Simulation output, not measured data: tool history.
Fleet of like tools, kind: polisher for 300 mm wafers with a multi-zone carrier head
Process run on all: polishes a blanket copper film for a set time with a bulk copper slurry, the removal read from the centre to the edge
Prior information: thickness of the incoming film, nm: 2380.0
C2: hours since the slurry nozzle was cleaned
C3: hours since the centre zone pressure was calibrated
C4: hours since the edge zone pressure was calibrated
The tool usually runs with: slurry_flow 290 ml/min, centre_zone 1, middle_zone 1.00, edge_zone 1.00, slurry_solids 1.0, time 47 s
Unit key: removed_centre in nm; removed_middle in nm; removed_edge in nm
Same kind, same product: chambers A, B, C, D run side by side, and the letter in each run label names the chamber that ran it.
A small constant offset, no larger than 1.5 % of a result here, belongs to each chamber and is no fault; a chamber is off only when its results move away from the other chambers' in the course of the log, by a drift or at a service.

{"run": "1B", "hour": 4.2, "slurry_flow": 290, "centre_zone": 1, "middle_zone": 1.0, "edge_zone": 1.0, "slurry_solids": 1.0, "time": 47, "wafers polished on this pad": 1324, "C2": 282.9, "C3": 380.4, "C4": 789.6, "removed_centre": 496.33, "removed_middle": 496.31, "removed_edge": 497.84}
{"hour": 8.5, "done": "chamber D: worn pad replaced by a new one"}
{"run": "2A", "hour": 10.0, "slurry_flow": 290, "centre_zone": 1, "middle_zone": 1.0, "edge_zone": 1.0, "slurry_solids": 1.0, "time": 47, "wafers polished on this pad": 788, "C2": 325.9, "C3": 701.6, "C4": 473.8, "removed_centre": 491.1, "removed_middle": 486.9, "removed_edge": 488.25}
{"hour": 11.6, "done": "chamber B: worn pad replaced by a new one"}
{"run": "3C", "hour": 14.2, "slurry_flow": 290, "centre_zone": 1, "middle_zone": 1.0, "edge_zone": 1.0, "slurry_solids": 1.0, "time": 47, "wafers polished on this pad": 447, "C2": 637.3, "C3": 1072.5, "C4": 753.9, "removed_centre": 489.71, "removed_middle": 499.69, "removed_edge": 489.11}
{"hour": 19.1, "done": "chamber A: worn pad replaced by a new one"}
{"run": "4D", "hour": 20.1, "slurry_flow": 290, "centre_zone": 1, "middle_zone": 1.0, "edge_zone": 1.0, "slurry_solids": 1.0, "time": 47, "wafers polished on this pad": 154, "C2": 257.5, "C3": 297.8, "C4": 42.9, "removed_centre": 487.0, "removed_middle": 491.83, "removed_edge": 481.3}
{"run": "5C", "hour": 26.8, "slurry_flow": 290, "centre_zone": 1, "middle_zone": 1.0, "edge_zone": 1.0, "slurry_solids": 1.0, "time": 47, "wafers polished on this pad": 613, "C2": 649.9, "C3": 1085.1, "C4": 766.5, "removed_centre": 493.53, "removed_middle": 487.99, "removed_edge": 507.23}
{"run": "6B", "hour": 33.8, "slurry_flow": 290, "centre_zone": 1, "middle_zone": 1.0, "edge_zone": 1.0, "slurry_solids": 0.8, "time": 52, "wafers polished on this pad": 294, "C2": 312.5, "C3": 410.0, "C4": 819.2, "removed_centre": 523.46, "removed_middle": 523.3, "removed_edge": 530.53}
{"run": "7D", "hour": 40.8, "slurry_flow": 290, "centre_zone": 1, "middle_zone": 1.0, "edge_zone": 1.0, "slurry_solids": 0.8, "time": 52, "wafers polished on this pad": 427, "C2": 278.2, "C3": 318.5, "C4": 63.6, "removed_centre": 514.42, "removed_middle": 515.81, "removed_edge": 525.78}
{"run": "8A", "hour": 47.4, "slurry_flow": 290, "centre_zone": 1, "middle_zone": 1.0, "edge_zone": 1.0, "slurry_solids": 0.8, "time": 52, "wafers polished on this pad": 375, "C2": 363.3, "C3": 739.0, "C4": 511.2, "removed_centre": 517.37, "removed_middle": 510.19, "removed_edge": 518.77}
{"run": "9A", "hour": 54.7, "slurry_flow": 290, "centre_zone": 1, "middle_zone": 1.0, "edge_zone": 1.0, "slurry_solids": 0.8, "time": 52, "wafers polished on this pad": 471, "C2": 370.6, "C3": 746.3, "C4": 518.5, "removed_centre": 523.74, "removed_middle": 523.62, "removed_edge": 531.4}
{"hour": 58.1, "done": "chamber D: worn pad replaced by a new one"}
{"run": "10B", "hour": 58.4, "slurry_flow": 290, "centre_zone": 1, "middle_zone": 1.0, "edge_zone": 1.0, "slurry_solids": 1.0, "time": 47, "wafers polished on this pad": 619, "C2": 337.1, "C3": 434.6, "C4": 843.8, "removed_centre": 490.33, "removed_middle": 494.28, "removed_edge": 495.5}
{"run": "11D", "hour": 61.9, "slurry_flow": 290, "centre_zone": 1, "middle_zone": 1.07, "edge_zone": 1.0, "slurry_solids": 0.8, "time": 47, "wafers polished on this pad": 50, "C2": 299.3, "C3": 339.6, "C4": 84.7, "removed_centre": 465.51, "removed_middle": 507.19, "removed_edge": 469.25}
{"run": "12C", "hour": 69.2, "slurry_flow": 290, "centre_zone": 1, "middle_zone": 1.07, "edge_zone": 1.0, "slurry_solids": 0.8, "time": 47, "wafers polished on this pad": 1173, "C2": 692.3, "C3": 1127.5, "C4": 808.9, "removed_centre": 467.96, "removed_middle": 500.46, "removed_edge": 468.93}
{"run": "13C", "hour": 72.8, "slurry_flow": 290, "centre_zone": 1, "middle_zone": 1.07, "edge_zone": 1.0, "slurry_solids": 0.8, "time": 47, "wafers polished on this pad": 1221, "C2": 695.9, "C3": 1131.1, "C4": 812.5, "removed_centre": 471.59, "removed_middle": 493.03, "removed_edge": 463.27}
{"run": "14B", "hour": 79.5, "slurry_flow": 290, "centre_zone": 1, "middle_zone": 1.07, "edge_zone": 1.0, "slurry_solids": 0.8, "time": 47, "wafers polished on this pad": 897, "C2": 358.2, "C3": 455.7, "C4": 864.9, "removed_centre": 467.55, "removed_middle": 494.49, "removed_edge": 479.39}
{"hour": 86.6, "done": "chamber A: worn pad replaced by a new one"}
{"run": "15A", "hour": 86.7, "slurry_flow": 290, "centre_zone": 1, "middle_zone": 1.0, "edge_zone": 1.0, "slurry_solids": 1.0, "time": 47, "wafers polished on this pad": 1, "C2": 402.6, "C3": 778.3, "C4": 550.5, "removed_centre": 495.2, "removed_middle": 489.91, "removed_edge": 480.5}
{"run": "16D", "hour": 94.4, "slurry_flow": 290, "centre_zone": 1, "middle_zone": 1.0, "edge_zone": 1.0, "slurry_solids": 1.0, "time": 47, "wafers polished on this pad": 480, "C2": 331.8, "C3": 372.1, "C4": 117.2, "removed_centre": 474.03, "removed_middle": 491.55, "removed_edge": 500.31}
{"hour": 94.7, "done": "chamber B: worn pad replaced by a new one"}
{"run": "17A", "hour": 99.2, "slurry_flow": 290, "centre_zone": 1, "middle_zone": 1.0, "edge_zone": 1.0, "slurry_solids": 1.0, "time": 47, "wafers polished on this pad": 166, "C2": 415.1, "C3": 790.8, "C4": 563.0, "removed_centre": 495.37, "removed_middle": 483.14, "removed_edge": 494.98}
{"hour": 104.9, "done": "chamber D: worn pad replaced by a new one"}
{"run": "18C", "hour": 105.5, "slurry_flow": 290, "centre_zone": 1, "middle_zone": 1.0, "edge_zone": 1.0, "slurry_solids": 1.0, "time": 47, "wafers polished on this pad": 1653, "C2": 728.6, "C3": 1163.8, "C4": 845.2, "removed_centre": 469.17, "removed_middle": 478.62, "removed_edge": 481.84}
{"run": "19D", "hour": 112.9, "slurry_flow": 290, "centre_zone": 1, "middle_zone": 0.9, "edge_zone": 1.0, "slurry_solids": 1.0, "time": 47, "wafers polished on this pad": 105, "C2": 350.3, "C3": 390.6, "C4": 135.7, "removed_centre": 486.48, "removed_middle": 451.61, "removed_edge": 502.8}
{"hour": 114.6, "done": "chamber C: edge zone pressure recalibrated"}
{"run": "20B", "hour": 118.3, "slurry_flow": 290, "centre_zone": 1, "middle_zone": 0.9, "edge_zone": 1.0, "slurry_solids": 1.0, "time": 47, "wafers polished on this pad": 311, "C2": 397.0, "C3": 494.5, "C4": 903.7, "removed_centre": 485.73, "removed_middle": 442.86, "removed_edge": 504.96}
{"run": "21B", "hour": 124.2, "slurry_flow": 290, "centre_zone": 1, "middle_zone": 0.9, "edge_zone": 1.0, "slurry_solids": 1.0, "time": 47, "wafers polished on this pad": 389, "C2": 402.9, "C3": 500.4, "C4": 909.6, "removed_centre": 488.74, "removed_middle": 446.55, "removed_edge": 494.74}
{"hour": 127.5, "done": "chamber A: centre zone pressure recalibrated"}
{"run": "22A", "hour": 129.8, "slurry_flow": 290, "centre_zone": 1, "middle_zone": 0.9, "edge_zone": 1.0, "slurry_solids": 1.0, "time": 47, "wafers polished on this pad": 570, "C2": 445.7, "C3": 2.4, "C4": 593.6, "removed_centre": 487.22, "removed_middle": 445.02, "removed_edge": 482.25}
{"run": "23D", "hour": 137.0, "slurry_flow": 290, "centre_zone": 1, "middle_zone": 1.0, "edge_zone": 1.0, "slurry_solids": 1.0, "time": 47, "wafers polished on this pad": 424, "C2": 374.4, "C3": 414.7, "C4": 159.8, "removed_centre": 487.67, "removed_middle": 491.61, "removed_edge": 500.66}
{"hour": 141.2, "done": "chamber A: worn pad replaced by a new one"}
{"run": "24C", "hour": 142.1, "slurry_flow": 290, "centre_zone": 1, "middle_zone": 1.0, "edge_zone": 1.0, "slurry_solids": 1.0, "time": 47, "wafers polished on this pad": 2136, "C2": 765.2, "C3": 1200.4, "C4": 27.5, "removed_centre": 481.16, "removed_middle": 475.77, "removed_edge": 481.57}
{"run": "25C", "hour": 146.2, "slurry_flow": 290, "centre_zone": 1, "middle_zone": 1.0, "edge_zone": 1.0, "slurry_solids": 1.0, "time": 47, "wafers polished on this pad": 2191, "C2": 769.3, "C3": 1204.5, "C4": 31.6, "removed_centre": 468.51, "removed_middle": 476.13, "removed_edge": 472.63}
{"run": "26A", "hour": 152.1, "slurry_flow": 290, "centre_zone": 1, "middle_zone": 1.0, "edge_zone": 1.0, "slurry_solids": 1.0, "time": 47, "wafers polished on this pad": 144, "C2": 468.0, "C3": 24.7, "C4": 615.9, "removed_centre": 487.17, "removed_middle": 484.94, "removed_edge": 481.71}
{"hour": 153.2, "done": "chamber D: worn pad replaced by a new one"}
{"run": "27D", "hour": 157.6, "slurry_flow": 290, "centre_zone": 1, "middle_zone": 1.0, "edge_zone": 1.0, "slurry_solids": 1.0, "time": 47, "wafers polished on this pad": 59, "C2": 395.0, "C3": 435.3, "C4": 180.4, "removed_centre": 475.27, "removed_middle": 495.22, "removed_edge": 504.21}
{"run": "28B", "hour": 164.5, "slurry_flow": 290, "centre_zone": 1, "middle_zone": 1.0, "edge_zone": 1.0, "slurry_solids": 1.0, "time": 47, "wafers polished on this pad": 922, "C2": 443.2, "C3": 540.7, "C4": 949.9, "removed_centre": 495.54, "removed_middle": 491.62, "removed_edge": 493.54}
{"run": "29B", "hour": 169.1, "slurry_flow": 225, "centre_zone": 1, "middle_zone": 1.0, "edge_zone": 1.07, "slurry_solids": 1.0, "time": 47, "wafers polished on this pad": 983, "C2": 447.8, "C3": 545.3, "C4": 954.5, "removed_centre": 479.56, "removed_middle": 478.47, "removed_edge": 498.16}
{"run": "30A", "hour": 172.7, "slurry_flow": 225, "centre_zone": 1, "middle_zone": 1.0, "edge_zone": 1.07, "slurry_solids": 1.0, "time": 47, "wafers polished on this pad": 416, "C2": 488.6, "C3": 45.3, "C4": 636.5, "removed_centre": 482.34, "removed_middle": 475.33, "removed_edge": 493.4}
{"run": "31D", "hour": 178.6, "slurry_flow": 225, "centre_zone": 1, "middle_zone": 1.0, "edge_zone": 1.07, "slurry_solids": 1.0, "time": 47, "wafers polished on this pad": 336, "C2": 416.0, "C3": 456.3, "C4": 201.4, "removed_centre": 470.89, "removed_middle": 487.39, "removed_edge": 490.32}
{"run": "32C", "hour": 185.6, "slurry_flow": 225, "centre_zone": 1, "middle_zone": 1.0, "edge_zone": 1.07, "slurry_solids": 1.0, "time": 47, "wafers polished on this pad": 2711, "C2": 808.7, "C3": 1243.9, "C4": 71.0, "removed_centre": 456.5, "removed_middle": 453.96, "removed_edge": 473.89}
{"hour": 190.5, "done": "chamber B: worn pad replaced by a new one"}
{"run": "33A", "hour": 191.1, "slurry_flow": 290, "centre_zone": 1, "middle_zone": 1.0, "edge_zone": 1.0, "slurry_solids": 1.0, "time": 47, "wafers polished on this pad": 659, "C2": 507.0, "C3": 63.7, "C4": 654.9, "removed_centre": 496.54, "removed_middle": 484.66, "removed_edge": 495.12}
{"hour": 192.2, "done": "chamber D: centre zone pressure recalibrated"}
{"hour": 192.3, "done": "chamber D: worn pad replaced by a new one"}
{"run": "34D", "hour": 194.5, "slurry_flow": 290, "centre_zone": 1, "middle_zone": 1.0, "edge_zone": 1.0, "slurry_solids": 1.0, "time": 47, "wafers polished on this pad": 29, "C2": 431.9, "C3": 2.3, "C4": 217.3, "removed_centre": 488.03, "removed_middle": 495.85, "removed_edge": 495.49}
{"run": "35C", "hour": 199.6, "slurry_flow": 290, "centre_zone": 1, "middle_zone": 1.0, "edge_zone": 1.0, "slurry_solids": 1.0, "time": 47, "wafers polished on this pad": 2896, "C2": 822.7, "C3": 1257.9, "C4": 85.0, "removed_centre": 463.45, "removed_middle": 467.95, "removed_edge": 472.06}
{"run": "36B", "hour": 204.7, "slurry_flow": 290, "centre_zone": 1, "middle_zone": 1.0, "edge_zone": 1.0, "slurry_solids": 1.0, "time": 47, "wafers polished on this pad": 188, "C2": 483.4, "C3": 580.9, "C4": 990.1, "removed_centre": 495.47, "removed_middle": 489.04, "removed_edge": 508.3}
{"hour": 206.5, "done": "chamber A: worn pad replaced by a new one"}
{"run": "37B", "hour": 208.7, "slurry_flow": 290, "centre_zone": 1, "middle_zone": 1.0, "edge_zone": 1.0, "slurry_solids": 1.0, "time": 47, "wafers polished on this pad": 241, "C2": 487.4, "C3": 584.9, "C4": 994.1, "removed_centre": 498.66, "removed_middle": 486.27, "removed_edge": 497.4}
{"run": "38D", "hour": 213.1, "slurry_flow": 290, "centre_zone": 1, "middle_zone": 1.0, "edge_zone": 1.0, "slurry_solids": 1.0, "time": 47, "wafers polished on this pad": 275, "C2": 450.5, "C3": 20.9, "C4": 235.9, "removed_centre": 487.44, "removed_middle": 487.76, "removed_edge": 501.06}
{"run": "39A", "hour": 219.2, "slurry_flow": 290, "centre_zone": 1, "middle_zone": 1.0, "edge_zone": 1.0, "slurry_solids": 1.0, "time": 47, "wafers polished on this pad": 167, "C2": 535.1, "C3": 91.8, "C4": 683.0, "removed_centre": 496.78, "removed_middle": 490.79, "removed_edge": 496.76}

All 4 chambers run these settings next. Forecast each chamber's results:
{"run": "40A", "hour": 224.7, "slurry_flow": 290, "centre_zone": 1, "middle_zone": 1.0, "edge_zone": 1.0, "slurry_solids": 1.0, "time": 47, "removed_centre": "?", "removed_middle": "?", "removed_edge": "?"}
{"run": "40B", "hour": 224.7, "slurry_flow": 290, "centre_zone": 1, "middle_zone": 1.0, "edge_zone": 1.0, "slurry_solids": 1.0, "time": 47, "removed_centre": "?", "removed_middle": "?", "removed_edge": "?"}
{"run": "40C", "hour": 224.7, "slurry_flow": 290, "centre_zone": 1, "middle_zone": 1.0, "edge_zone": 1.0, "slurry_solids": 1.0, "time": 47, "removed_centre": "?", "removed_middle": "?", "removed_edge": "?"}
{"run": "40D", "hour": 224.7, "slurry_flow": 290, "centre_zone": 1, "middle_zone": 1.0, "edge_zone": 1.0, "slurry_solids": 1.0, "time": 47, "removed_centre": "?", "removed_middle": "?", "removed_edge": "?"}

run=40A removed_centre=486.85 removed_middle=489.07 removed_edge=498.75
run=40B removed_centre=490.30 removed_middle=488.39 removed_edge=496.96
run=40C removed_centre=457.05 removed_middle=463.83 removed_edge=450.95
run=40D removed_centre=484.88 removed_middle=489.31 removed_edge=495.44

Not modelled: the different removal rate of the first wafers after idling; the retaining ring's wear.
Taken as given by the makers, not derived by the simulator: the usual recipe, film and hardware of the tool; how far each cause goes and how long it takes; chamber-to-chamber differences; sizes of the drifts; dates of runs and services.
